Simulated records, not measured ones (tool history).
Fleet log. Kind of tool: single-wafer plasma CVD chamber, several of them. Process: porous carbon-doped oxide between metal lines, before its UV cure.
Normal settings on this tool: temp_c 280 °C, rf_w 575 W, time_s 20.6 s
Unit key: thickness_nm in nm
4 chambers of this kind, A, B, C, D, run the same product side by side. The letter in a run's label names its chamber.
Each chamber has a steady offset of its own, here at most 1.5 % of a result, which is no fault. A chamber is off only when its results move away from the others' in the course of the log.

run   hour  temp_c  rf_w  time_s  read-back reference wafer on the same gauge, thickness_nm  thickness_nm
 1B   14.4     280   575    20.6                                                     121.98        138.91
      16.7  -- chamber D: thermocouple changed; heater temperature recalibrated
 2C   30.4     280   575    20.6                                                     122.03        140.92
 3D   39.3     280   575    20.6                                                     122.05        138.16
 4A   52.7     280   575    20.6                                                     121.94        140.44
 5C   68.7     280   575    20.6                                                     122.06        139.00
 6D   78.7     280   575    20.6                                                     122.14        138.82
 7A   91.8     280   575    20.6                                                     121.92        143.39
 8B  106.9     280   575    20.6                                                     121.96        139.05
 9D  119.0     280   575    20.6                                                     122.01        137.78
10A  135.1     280   575    20.6                                                     122.06        142.43
11C  148.2     269   475    20.6                                                     121.98        132.79
12B  161.1     269   475    20.6                                                     121.96        130.58
13B  172.5     269   475    20.6                                                     122.02        130.56
14D  185.6     269   475    20.6                                                     122.01        131.15
15C  199.1     280   575    20.6                                                     122.01        139.77
16A  208.9     280   575    20.6                                                     122.01        142.02
17A  220.6     290   645    20.6                                                     121.93        143.67
18D  235.6     290   645    20.6                                                     122.10        140.77
19B  250.2     290   645    20.6                                                     122.10        141.66
20C  258.0     290   645    20.6                                                     122.00        142.06
21B  271.9     280   575    20.6                                                     121.93        137.45
22A  287.1     291   575    20.6                                                     122.01        132.50
23D  299.7     291   575    20.6                                                     121.94        129.84
24C  309.4     291   575    20.6                                                     121.92        129.73
25D  321.0     291   575    20.6                                                     122.22        129.55
26B  336.9     280   575    20.6                                                     121.99        139.56
27A  345.2     280   575    20.6                                                     122.13        141.67
28C  353.7     280   575    20.6                                                     121.95        139.82
29A  362.5     280   575    20.6                                                     122.11        142.86
30D  375.7     280   575    20.6                                                     122.18        138.63
31B  389.9     293   465    20.6                                                     122.05        111.22
32C  400.2     293   465    20.6                                                     122.03        111.42
33C  414.9     293   465    20.6                                                     121.89        111.02
34D  422.8     293   465    20.6                                                     122.11        110.68
35A  436.2     280   575    20.6                                                     121.92        141.54
36B  449.9     280   575    20.6                                                     122.26        137.76
37A  465.9     280   575    20.6                                                     122.14        141.74
38D  476.2     280   575    20.6                                                     121.95        138.68
39B  486.3     280   575    20.6                                                     122.07        138.26

One chamber off, gauge drift, or nothing amiss beyond the chambers' own small offsets? If it is a chamber, which one, and what is the likeliest cause?

Neither any chamber nor the gauge drifts; the chambers differ only by their own small, steady offsets.

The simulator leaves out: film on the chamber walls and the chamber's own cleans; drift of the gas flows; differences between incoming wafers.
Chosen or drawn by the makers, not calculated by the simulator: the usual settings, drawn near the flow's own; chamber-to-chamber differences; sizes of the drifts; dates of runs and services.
